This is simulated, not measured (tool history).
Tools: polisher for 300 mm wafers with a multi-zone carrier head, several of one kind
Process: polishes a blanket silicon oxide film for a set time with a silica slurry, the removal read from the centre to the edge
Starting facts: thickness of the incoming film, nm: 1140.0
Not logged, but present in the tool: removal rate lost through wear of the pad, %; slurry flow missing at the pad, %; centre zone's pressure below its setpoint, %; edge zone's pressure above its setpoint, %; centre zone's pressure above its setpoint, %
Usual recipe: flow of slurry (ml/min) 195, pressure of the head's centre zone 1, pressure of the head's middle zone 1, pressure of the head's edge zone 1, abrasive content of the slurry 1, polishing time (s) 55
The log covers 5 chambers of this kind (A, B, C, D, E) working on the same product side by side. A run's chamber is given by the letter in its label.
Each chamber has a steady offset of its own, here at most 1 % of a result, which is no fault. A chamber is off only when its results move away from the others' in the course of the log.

run	day	flow of slurry (ml/min)	pressure of the head's centre zone	pressure of the head's middle zone	pressure of the head's edge zone	abrasive content of the slurry	polishing time (s)	wafers polished on this pad	hours since the slurry nozzle was cleaned	hours since the centre zone pressure was calibrated	hours since the edge zone pressure was calibrated	film removed at the wafer's centre (angstrom)	film removed at mid-radius (angstrom)	film removed at the wafer's edge (angstrom)
# day 0.042: chamber A: worn pad replaced by a new one
1D	0.254	195	1	1	1	1	55	450	233.4	42.7	1029.8	1889.6	1907.8	1937.5
2E	0.5	195	1	1	1	1	55	985	523.6	206.3	433.8	1951.8	1932.9	1939.7
3A	0.729	195	1	1	1	1	55	153	591.3	57.7	101.3	1901.6	1911.1	1887.5
# day 0.871: chamber E: worn pad replaced by a new one
# day 0.971: chamber E: slurry nozzle cleaned
4C	1.079	195	1	1	1	1	55	1007	248	516.3	697.7	1958.5	1953.1	1940.1
5B	1.321	195	1	1	1	1	55	691	274.9	434.4	160.7	1929.7	1964.4	1911.4
# day 1.467: chamber D: worn pad replaced by a new one
6C	1.483	195	1	1	1	1	55	1097	257.7	526	707.4	1909.2	1933.2	1926
7E	1.658	195	1	1	1	1	46	175	16.5	234.1	461.6	1619.8	1614.7	1633.2
# day 1.871: chamber C: slurry nozzle cleaned
8D	2.012	195	1	1	1	1	46	122	275.6	84.9	1072	1620.4	1620.9	1626
# day 2.183: chamber C: worn pad replaced by a new one
9B	2.392	195	1	1	1	1	46	929	300.6	460.1	186.4	1616.1	1635.6	1591.6
10A	2.704	195	1	1	1	1	46	593	638.7	105.1	148.7	1583.7	1591.4	1595.7
# day 2.979: chamber C: centre zone pressure recalibrated
11A	3.083	195	1	1	1	1	46	678	647.8	114.2	157.8	1614.8	1616.1	1579
12C	3.392	195	1	1	1	1	55	269	36.6	10	753.2	1918.6	1930.8	1931.5
13D	3.725	195	1	1	1	1	55	503	316.7	126	1113.1	1915.6	1951.4	1923.1
14E	4.1	195	1	1	1	1	55	719	75.1	292.7	520.2	1944.6	1948.4	1939.2
# day 4.175: chamber A: worn pad replaced by a new one
15B	4.396	195	1	1	1	1	55	1376	348.7	508.2	234.5	1886.7	1893.1	1840.4
# day 4.538: chamber D: worn pad replaced by a new one
16C	4.696	195	1	1	1	1	55	560	67.9	41.3	784.5	1917	1939.5	1906.6
17A	4.892	195	1	1.11	1	1	55	160	691.2	157.6	201.2	1918.7	2129.6	1914.3
18D	5.125	195	1	1.11	1	1	55	131	350.3	159.6	1146.7	1938.6	2115.5	1970.7
19B	5.329	195	1	1.11	1	1	55	1584	371.1	530.6	256.9	1834.6	2002.6	1825.7
# day 5.421: chamber E: worn pad replaced by a new one
20E	5.554	195	1	1.11	1	1	55	29	110	327.6	555.1	1896	2137.3	1958.6
21E	5.771	195	1	1.11	1	1	55	78	115.2	332.8	560.3	1944.9	2108	1949.7
22D	6.042	195	1	1	1	1	55	335	372.3	181.6	1168.7	1910.3	1938.8	1936.1
23A	6.342	195	1	1	1	1	55	483	726	192.4	236	1927.3	1916.9	1944.8
24C	6.688	195	1	1	1	1	55	1003	115.7	89.1	832.3	1923.7	1937	1933.3
25B	7.004	195	1	1	1	1	55	1957	411.3	570.8	297.1	1757.8	1814.1	1809.1
26A	7.221	195	1	1	1	1	55	679	747.1	213.5	257.1	1891.2	1921.8	1939.3
27B	7.554	195	1	1	1	1	55	2080	424.5	584	310.3	1752.5	1770.4	1780.5
# day 7.612: chamber D: worn pad replaced by a new one
28E	7.754	195	1	1	1	1	55	519	162.8	380.4	607.9	1930.8	1948.9	1932.5
29C	8.012	195	1	1	1	1	55	1299	147.5	120.9	864.1	1911.1	1950.9	1912.2
30D	8.383	195	1	1	1	1	55	172	428.5	237.8	1224.9	1893	1914.5	1960.5

All 5 chambers run these settings next. Forecast each chamber's results:
31A	8.654	195	1	1.04	1	1	55					?	?	?
31B	8.654	195	1	1.04	1	1	55					?	?	?
31C	8.654	195	1	1.04	1	1	55					?	?	?
31D	8.654	195	1	1.04	1	1	55					?	?	?
31E	8.654	195	1	1.04	1	1	55					?	?	?

run	film removed at the wafer's centre (angstrom)	film removed at mid-radius (angstrom)	film removed at the wafer's edge (angstrom)
31A	1907.1	1987	1935.1
31B	1720.5	1810.9	1739
31C	1892.9	2020	1961.7
31D	1902.8	2000.7	1978.7
31E	1919.2	2012.4	1903.2
